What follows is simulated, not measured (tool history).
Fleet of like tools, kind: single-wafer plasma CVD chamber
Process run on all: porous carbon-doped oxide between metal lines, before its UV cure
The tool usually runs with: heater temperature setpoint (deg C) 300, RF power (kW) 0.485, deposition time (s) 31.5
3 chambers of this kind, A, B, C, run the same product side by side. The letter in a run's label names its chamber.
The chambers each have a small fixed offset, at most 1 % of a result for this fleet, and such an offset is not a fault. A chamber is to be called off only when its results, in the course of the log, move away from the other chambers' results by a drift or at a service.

run   hour  heater temperature setpoint (deg C)  RF power (kW)  deposition time (s)  hours since the last thermocouple change  hours since the last RF generator calibration  read-back reference wafer on the same gauge, thickness_nm  mean film thickness on the monitor wafer (Å)
 1A    8.9                                  300          0.485                 31.5                                     570.4                                          199.8                                                     175.97                                        1680.1
 2C   14.9                                  300          0.485                 31.5                                     911.1                                         1063.2                                                     175.93                                        1661.7
 3B   23.1                                  300          0.485                 31.5                                     277.3                                         1292.7                                                     175.96                                        1654.1
 4A   32.2                                  300          0.485                 31.5                                     593.7                                          223.1                                                     176.02                                        1672.9
 5C   38.8                                  300          0.485                 31.5                                     935.0                                         1087.1                                                     175.99                                        1660.6
 6B   44.8                                  300          0.485                 31.5                                     299.0                                         1314.4                                                     175.98                                        1656.3
 7B   55.1                                  300          0.485                 31.5                                     309.3                                         1324.7                                                     176.06                                        1653.9
 8C   67.3                                  300          0.485                 31.5                                     963.5                                         1115.6                                                     176.11                                        1657.8
 9A   79.4                                  300          0.485                 31.5                                     640.9                                          270.3                                                     175.93                                        1676.0
10B   91.8                                  300          0.485                 31.5                                     346.0                                         1361.4                                                     176.08                                        1656.8
      94.9  -- chamber B: RF generator calibrated
11A   98.7                                  300          0.485                 31.5                                     660.2                                          289.6                                                     176.14                                        1682.6
12C  106.8                                  300          0.560                 31.5                                    1003.0                                         1155.1                                                     175.93                                        1819.1
13C  118.6                                  300          0.560                 31.5                                    1014.8                                         1166.9                                                     176.02                                        1825.4
14B  129.6                                  300          0.560                 31.5                                     383.8                                           34.7                                                     176.02                                        1821.1
15A  139.0                                  300          0.485                 31.5                                     700.5                                          329.9                                                     176.00                                        1681.6
16A  145.8                                  314          0.395                 31.5                                     707.3                                          336.7                                                     175.96                                        1339.0
17C  151.6                                  314          0.395                 31.5                                    1047.8                                         1199.9                                                     176.07                                        1308.4
18B  163.1                                  314          0.395                 31.5                                     417.3                                           68.2                                                     175.98                                        1314.7
19C  171.2                                  300          0.485                 31.5                                    1067.4                                         1219.5                                                     176.00                                        1649.9
20B  177.0                                  300          0.485                 31.5                                     431.2                                           82.1                                                     176.00                                        1657.2
21A  186.6                                  300          0.575                 31.5                                     748.1                                          377.5                                                     176.09                                        1877.7
22B  193.4                                  300          0.575                 31.5                                     447.6                                           98.5                                                     175.94                                        1848.7
23A  202.3                                  300          0.575                 31.5                                     763.8                                          393.2                                                     176.06                                        1879.8
24C  211.0                                  300          0.485                 31.5                                    1107.2                                         1259.3                                                     175.99                                        1645.7
25B  220.0                                  300          0.485                 31.5                                     474.2                                          125.1                                                     175.96                                        1655.0
26A  229.0                                  300          0.485                 31.5                                     790.5                                          419.9                                                     176.07                                        1677.6
27C  240.7                                  300          0.485                 31.5                                    1136.9                                         1289.0                                                     176.04                                        1642.7
28C  246.7                                  300          0.485                 31.5                                    1142.9                                         1295.0                                                     176.03                                        1647.9
29B  258.6                                  300          0.485                 31.5                                     512.8                                          163.7                                                     175.97                                        1653.3
30A  266.4                                  300          0.485                 31.5                                     827.9                                          457.3                                                     176.01                                        1680.7
31C  272.2                                  300          0.485                 31.5                                    1168.4                                         1320.5                                                     176.00                                        1648.2
32B  278.7                                  300          0.485                 31.5                                     532.9                                          183.8                                                     176.10                                        1655.7
33A  284.6                                  300          0.485                 31.5                                     846.1                                          475.5                                                     176.05                                        1682.1
34B  290.1                                  300          0.485                 31.5                                     544.3                                          195.2                                                     176.04                                        1650.8
35C  299.0                                  300          0.485                 31.5                                    1195.2                                         1347.3                                                     176.11                                        1643.9
36A  310.0                                  300          0.485                 31.5                                     871.5                                          500.9                                                     176.02                                        1684.1
37C  318.4                                  300          0.485                 31.5                                    1214.6                                         1366.7                                                     175.97                                        1639.0
38A  328.5                                  300          0.485                 31.5                                     890.0                                          519.4                                                     176.06                                        1675.7
39B  340.2                                  300          0.485                 31.5                                     594.4                                          245.3                                                     176.04                                        1650.3
40A  351.5                                  300          0.485                 31.5                                     913.0                                          542.4                                                     176.01                                        1686.9
41B  358.5                                  300          0.485                 31.5                                     612.7                                          263.6                                                     176.02                                        1650.2
42C  369.0                                  300          0.485                 31.5                                    1265.2                                         1417.3                                                     176.06                                        1632.4
43A  378.1                                  300          0.485                 31.5                                     939.6                                          569.0                                                     176.01                                        1675.5

Has any chamber moved away from the others, gradually or after a service, or does the common gauge drift, or do the chambers differ only by their own small steady offsets? State the chamber and the most likely cause if one applies.

Chamber C drifts away from the others.
What lies behind it: delivered RF power below the setpoint (%) = 2.25.
It could be hard to tell apart here from: wafer temperature above the value expected at the setpoint (K).

Which of the 4 candidates below, each the usual settings with something changed and its results left as question marks, puts chamber C back in line with what the other chambers give on the usual settings?
In line here means within this much of the mean the other chambers give on the usual settings: mean film thickness on the monitor wafer (Å) 13.0
44C-1  386.9                                  300          0.485                 31.7                                                                                                                                                                                                 ?
44C-2  386.9                                  300          0.485                 31.3                                                                                                                                                                                                 ?
44C-3  386.9                                  299          0.485                 32.0                                                                                                                                                                                                 ?
44C-4  386.9                                  301          0.475                 31.5                                                                                                                                                                                                 ?

The other chambers' mean on the usual settings: mean film thickness on the monitor wafer (Å) 1667.1
  run  mean film thickness on the monitor wafer (Å)
44C-1                                        1644.8
44C-2                                        1624.6
44C-3                                        1669.5
44C-4                                        1602.5
The right change is 44C-3: it brings the chamber back within the allowed miss of the others.
